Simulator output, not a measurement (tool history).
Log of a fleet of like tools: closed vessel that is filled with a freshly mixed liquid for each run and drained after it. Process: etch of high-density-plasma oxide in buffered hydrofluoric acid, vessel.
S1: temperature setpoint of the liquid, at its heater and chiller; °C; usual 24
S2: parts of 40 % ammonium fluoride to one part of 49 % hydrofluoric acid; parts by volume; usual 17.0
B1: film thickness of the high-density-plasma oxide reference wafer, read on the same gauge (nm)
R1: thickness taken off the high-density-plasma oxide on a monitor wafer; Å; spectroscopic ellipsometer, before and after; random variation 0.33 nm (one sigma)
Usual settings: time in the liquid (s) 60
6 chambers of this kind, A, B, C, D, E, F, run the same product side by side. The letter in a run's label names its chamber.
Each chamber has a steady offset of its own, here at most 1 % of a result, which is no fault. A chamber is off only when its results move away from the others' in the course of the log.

-- day=0.050 chamber A: hydrofluoric acid flow meter replaced
run 1B day=0.229 | S1=24 S2=17.0 time_in_the_liquid_(s)=60 | B1=79.959 | R1=694.81
run 2F day=0.462 | S1=24 S2=17.0 time_in_the_liquid_(s)=60 | B1=80.008 | R1=695.50
run 3E day=0.679 | S1=24 S2=17.0 time_in_the_liquid_(s)=60 | B1=79.990 | R1=692.37
run 4A day=0.933 | S1=24 S2=17.0 time_in_the_liquid_(s)=60 | B1=79.962 | R1=694.39
run 5D day=1.083 | S1=24 S2=17.0 time_in_the_liquid_(s)=60 | B1=79.999 | R1=698.30
run 6C day=1.221 | S1=24 S2=17.0 time_in_the_liquid_(s)=60 | B1=79.984 | R1=701.38
run 7F day=1.358 | S1=24 S2=17.0 time_in_the_liquid_(s)=60 | B1=80.003 | R1=694.77
run 8A day=1.592 | S1=24 S2=17.0 time_in_the_liquid_(s)=85 | B1=79.964 | R1=976.95
run 9E day=1.804 | S1=24 S2=17.0 time_in_the_liquid_(s)=85 | B1=79.985 | R1=988.86
run 10D day=2.058 | S1=24 S2=17.0 time_in_the_liquid_(s)=85 | B1=79.987 | R1=983.18
run 11C day=2.242 | S1=24 S2=17.0 time_in_the_liquid_(s)=85 | B1=80.020 | R1=988.96
run 12B day=2.396 | S1=24 S2=17.0 time_in_the_liquid_(s)=85 | B1=80.002 | R1=981.44
run 13F day=2.600 | S1=24 S2=17.0 time_in_the_liquid_(s)=85 | B1=80.007 | R1=984.13
run 14B day=2.729 | S1=24 S2=17.0 time_in_the_liquid_(s)=60 | B1=79.942 | R1=693.17
run 15D day=2.921 | S1=24 S2=14.0 time_in_the_liquid_(s)=40 | B1=80.011 | R1=570.13
run 16E day=3.104 | S1=24 S2=14.0 time_in_the_liquid_(s)=40 | B1=79.987 | R1=560.88
run 17A day=3.233 | S1=24 S2=14.0 time_in_the_liquid_(s)=40 | B1=79.995 | R1=560.03
run 18C day=3.488 | S1=24 S2=14.0 time_in_the_liquid_(s)=40 | B1=80.018 | R1=561.03
run 19E day=3.633 | S1=24 S2=14.0 time_in_the_liquid_(s)=40 | B1=80.008 | R1=560.33
run 20F day=3.758 | S1=24 S2=14.0 time_in_the_liquid_(s)=40 | B1=80.018 | R1=559.10
run 21C day=4.008 | S1=24 S2=17.0 time_in_the_liquid_(s)=60 | B1=79.999 | R1=697.17
run 22A day=4.188 | S1=24 S2=17.0 time_in_the_liquid_(s)=60 | B1=80.012 | R1=690.21
run 23B day=4.396 | S1=24 S2=17.0 time_in_the_liquid_(s)=60 | B1=79.968 | R1=692.82
run 24D day=4.554 | S1=24 S2=17.0 time_in_the_liquid_(s)=60 | B1=79.958 | R1=720.44
run 25E day=4.796 | S1=24 S2=17.0 time_in_the_liquid_(s)=60 | B1=79.988 | R1=695.71
run 26D day=4.908 | S1=27 S2=14.5 time_in_the_liquid_(s)=60 | B1=80.012 | R1=986.92
run 27A day=5.158 | S1=27 S2=14.5 time_in_the_liquid_(s)=60 | B1=79.991 | R1=945.79
run 28C day=5.292 | S1=27 S2=14.5 time_in_the_liquid_(s)=60 | B1=80.051 | R1=957.69
run 29B day=5.546 | S1=27 S2=14.5 time_in_the_liquid_(s)=60 | B1=79.999 | R1=954.24
run 30F day=5.658 | S1=27 S2=14.5 time_in_the_liquid_(s)=60 | B1=79.977 | R1=953.92
run 31B day=5.879 | S1=27 S2=14.5 time_in_the_liquid_(s)=60 | B1=79.964 | R1=950.83
run 32F day=6.112 | S1=24 S2=17.0 time_in_the_liquid_(s)=60 | B1=80.016 | R1=689.78
run 33D day=6.346 | S1=24 S2=17.0 time_in_the_liquid_(s)=60 | B1=80.034 | R1=730.37
run 34E day=6.521 | S1=24 S2=17.0 time_in_the_liquid_(s)=60 | B1=80.001 | R1=690.08
run 35A day=6.633 | S1=24 S2=17.0 time_in_the_liquid_(s)=60 | B1=79.999 | R1=690.26
run 36C day=6.788 | S1=24 S2=17.0 time_in_the_liquid_(s)=60 | B1=80.007 | R1=699.56
run 37D day=6.971 | S1=24 S2=17.0 time_in_the_liquid_(s)=60 | B1=79.974 | R1=734.73
run 38E day=7.112 | S1=24 S2=17.0 time_in_the_liquid_(s)=60 | B1=79.974 | R1=685.19
run 39C day=7.292 | S1=24 S2=17.0 time_in_the_liquid_(s)=60 | B1=79.989 | R1=695.67

All 6 chambers run these settings next. Forecast each chamber's results:
run 40A day=7.475 | S1=24 S2=12.5 time_in_the_liquid_(s)=60 | R1=?
run 40B day=7.475 | S1=24 S2=12.5 time_in_the_liquid_(s)=60 | R1=?
run 40C day=7.475 | S1=24 S2=12.5 time_in_the_liquid_(s)=60 | R1=?
run 40D day=7.475 | S1=24 S2=12.5 time_in_the_liquid_(s)=60 | R1=?
run 40E day=7.475 | S1=24 S2=12.5 time_in_the_liquid_(s)=60 | R1=?
run 40F day=7.475 | S1=24 S2=12.5 time_in_the_liquid_(s)=60 | R1=?

run=40A R1=939.18
run=40B R1=928.42
run=40C R1=946.27
run=40D R1=1002.70
run=40E R1=942.17
run=40F R1=937.07

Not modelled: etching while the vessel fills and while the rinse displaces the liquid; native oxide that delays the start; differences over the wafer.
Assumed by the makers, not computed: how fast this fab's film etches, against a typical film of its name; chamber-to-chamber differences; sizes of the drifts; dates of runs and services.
